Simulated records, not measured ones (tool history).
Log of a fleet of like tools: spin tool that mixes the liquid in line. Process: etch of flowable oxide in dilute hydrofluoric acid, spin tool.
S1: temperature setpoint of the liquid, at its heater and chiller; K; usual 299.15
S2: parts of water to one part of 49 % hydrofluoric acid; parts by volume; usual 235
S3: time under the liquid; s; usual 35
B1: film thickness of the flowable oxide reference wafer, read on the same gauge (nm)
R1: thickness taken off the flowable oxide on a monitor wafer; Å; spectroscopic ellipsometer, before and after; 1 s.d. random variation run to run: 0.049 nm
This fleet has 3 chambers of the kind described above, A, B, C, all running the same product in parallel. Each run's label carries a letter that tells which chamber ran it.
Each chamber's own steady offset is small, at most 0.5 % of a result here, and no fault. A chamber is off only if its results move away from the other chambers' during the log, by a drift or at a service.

run	hour	S1	S2	S3	B1	R1
1B	5.7	299.15	235	35	129.99	50.055
2A	11.5	299.15	235	35	130.01	51.173
3C	17	299.15	235	35	130.01	50.411
4B	21.9	299.15	235	35	130	51.368
5C	28.1	299.15	235	45	129.99	65.198
6A	34.5	299.15	235	45	130	63.053
7C	38.7	299.15	235	45	130	64.38
8A	42.4	299.15	190	35	129.99	64.351
9B	48.5	299.15	190	35	130	65.714
10B	54.2	299.15	190	35	129.98	65.659
11A	59.5	299.15	235	35	130	48.152
12C	65.5	299.15	235	35	130.02	50.448
13C	72	296.15	235	35	130	45.124
14B	75.9	296.15	235	35	129.99	45.828
15A	81.4	296.15	235	35	130.02	42.859
16B	87.6	299.15	235	35	130	50.215
17A	94	299.15	235	35	130.01	47.419
18C	97.1	299.15	235	35	130	50.638
19C	102.6	299.15	235	35	130	49.889
20A	108.4	299.15	235	35	130	45.697
21B	111.9	299.15	235	35	130.01	50.765
22B	118.2	299.15	235	35	130	49.944

Which is it: a chamber that has drifted or been left off by a service, a gauge drift common to all chambers, or only each chamber's usual small offset? If a chamber is off, name it and its likeliest cause.

It is chamber A that slowly wanders off from its peers.
Cause: hydrofluoric acid flow below the setpoint (%) = 10.2.

Which of the 4 candidates below, each the usual settings with something changed and its results left as question marks, puts chamber A back in line with what the other chambers give on the usual settings?
In line means no further than this from the other chambers' mean on the usual settings: R1 1.7 Å
23A-1	123	298.65	275	35		?
23A-2	123	295.65	235	35		?
23A-3	123	299.15	215	35		?
23A-4	123	299.15	220	40		?

The other chambers' mean on the usual settings: R1 50.743 Å
run	R1
23A-1	35.872
23A-2	39.532
23A-3	50.261
23A-4	55.779
Change 23A-3 lands the chamber within the allowed miss of the other chambers.
